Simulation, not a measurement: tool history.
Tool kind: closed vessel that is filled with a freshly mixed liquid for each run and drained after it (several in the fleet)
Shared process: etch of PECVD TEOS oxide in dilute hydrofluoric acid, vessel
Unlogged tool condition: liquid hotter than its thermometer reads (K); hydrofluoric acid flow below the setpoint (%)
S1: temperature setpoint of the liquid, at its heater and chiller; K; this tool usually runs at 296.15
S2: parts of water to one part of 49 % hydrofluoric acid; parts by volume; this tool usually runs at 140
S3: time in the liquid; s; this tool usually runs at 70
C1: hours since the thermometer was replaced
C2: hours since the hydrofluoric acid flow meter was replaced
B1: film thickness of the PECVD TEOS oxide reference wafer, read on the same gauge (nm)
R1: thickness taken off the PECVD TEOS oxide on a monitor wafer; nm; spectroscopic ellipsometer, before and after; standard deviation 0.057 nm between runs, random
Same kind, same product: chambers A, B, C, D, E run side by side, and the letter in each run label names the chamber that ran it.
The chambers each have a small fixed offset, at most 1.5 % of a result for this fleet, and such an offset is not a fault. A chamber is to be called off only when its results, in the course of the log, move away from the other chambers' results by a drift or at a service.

run,hour,S1,S2,S3,C1,C2,B1,R1
1C,12.5,296.15,140,70,154.4,795.0,40.007,6.6705
2A,22.5,296.15,140,70,1152.3,1485.4,40.022,6.5705
3E,33.7,296.15,140,70,901.7,2231.6,39.993,6.4468
4D,46.5,296.15,140,70,938.6,206.2,39.984,6.6260
5B,57.8,296.15,140,70,809.0,1431.8,39.999,6.5864
6C,69.6,296.15,140,70,211.5,852.1,40.020,6.6466
# hour 73.7: chamber E: hydrofluoric acid flow meter replaced
7A,80.9,296.15,140,70,1210.7,1543.8,40.024,6.4702
8D,90.5,296.15,140,70,982.6,250.2,40.025,6.5221
9E,98.3,296.15,140,70,966.3,24.7,39.998,6.5638
10B,111.2,298.15,200,70,862.4,1485.2,39.987,4.6992
11D,120.7,298.15,200,70,1012.8,280.4,40.018,4.6550
12B,134.0,298.15,200,70,885.2,1508.0,40.005,4.6678
13C,146.0,298.15,200,70,287.9,928.5,39.974,4.6136
14E,157.2,298.15,200,70,1025.2,83.6,40.025,4.6369
# hour 157.9: chamber B: hydrofluoric acid flow meter replaced
15A,163.2,296.15,140,70,1293.0,1626.1,40.001,6.5667
16C,174.4,296.15,140,70,316.3,956.9,40.009,6.4943
17B,183.3,296.15,140,55,934.5,25.4,40.024,5.3254
18E,195.6,296.15,140,55,1063.6,122.0,39.993,5.1493
19D,205.5,296.15,140,55,1097.6,365.2,40.004,5.1571
20A,218.9,296.15,140,55,1348.7,1681.8,40.010,5.0883
21C,225.9,296.15,140,55,367.8,1008.4,40.038,5.2188
22B,236.7,296.15,140,70,987.9,78.8,40.024,6.7385
23D,248.9,296.15,140,70,1141.0,408.6,40.007,6.5402
24A,256.9,296.15,140,70,1386.7,1719.8,40.011,6.5492
25E,269.0,296.15,140,70,1137.0,195.4,40.039,6.4551
26C,280.9,300.15,140,70,422.8,1063.4,39.978,7.6061
27D,287.6,300.15,140,70,1179.7,447.3,39.993,7.6434
28E,298.6,300.15,140,70,1166.6,225.0,39.997,7.5980
29B,311.3,300.15,140,70,1062.5,153.4,39.983,8.1719
30A,319.1,300.15,140,70,1448.9,1782.0,39.996,7.6736
31E,332.1,296.15,140,70,1200.1,258.5,39.984,6.5946
32B,344.4,296.15,140,70,1095.6,186.5,39.975,7.2253
33D,352.4,296.15,140,70,1244.5,512.1,39.994,6.6657

Is one chamber out of step, is the gauge drifting, or do the chambers differ by no more than their own small offsets? For an off chamber, give its letter and the likeliest cause.

Little by little, chamber B moves away from the other chambers.
Most likely cause: liquid hotter than its thermometer reads (K) = 2.31.

Which of the 4 candidates below, each the usual settings with something changed and its results left as question marks, puts chamber B back in line with what the other chambers give on the usual settings?
Counts as in line when no further than this from what the other chambers average on the usual settings: R1 0.2000 nm
34B-1,362.3,296.15,135,70,,,,?
34B-2,362.3,295.65,140,65,,,,?
34B-3,362.3,296.65,130,70,,,,?
34B-4,362.3,296.15,145,70,,,,?

The other chambers' mean on the usual settings: R1 6.5684 nm
run,R1
34B-1,7.5777
34B-2,6.6216
34B-3,8.0645
34B-4,6.9794
It is 34B-2 that realigns the chamber with its peers.
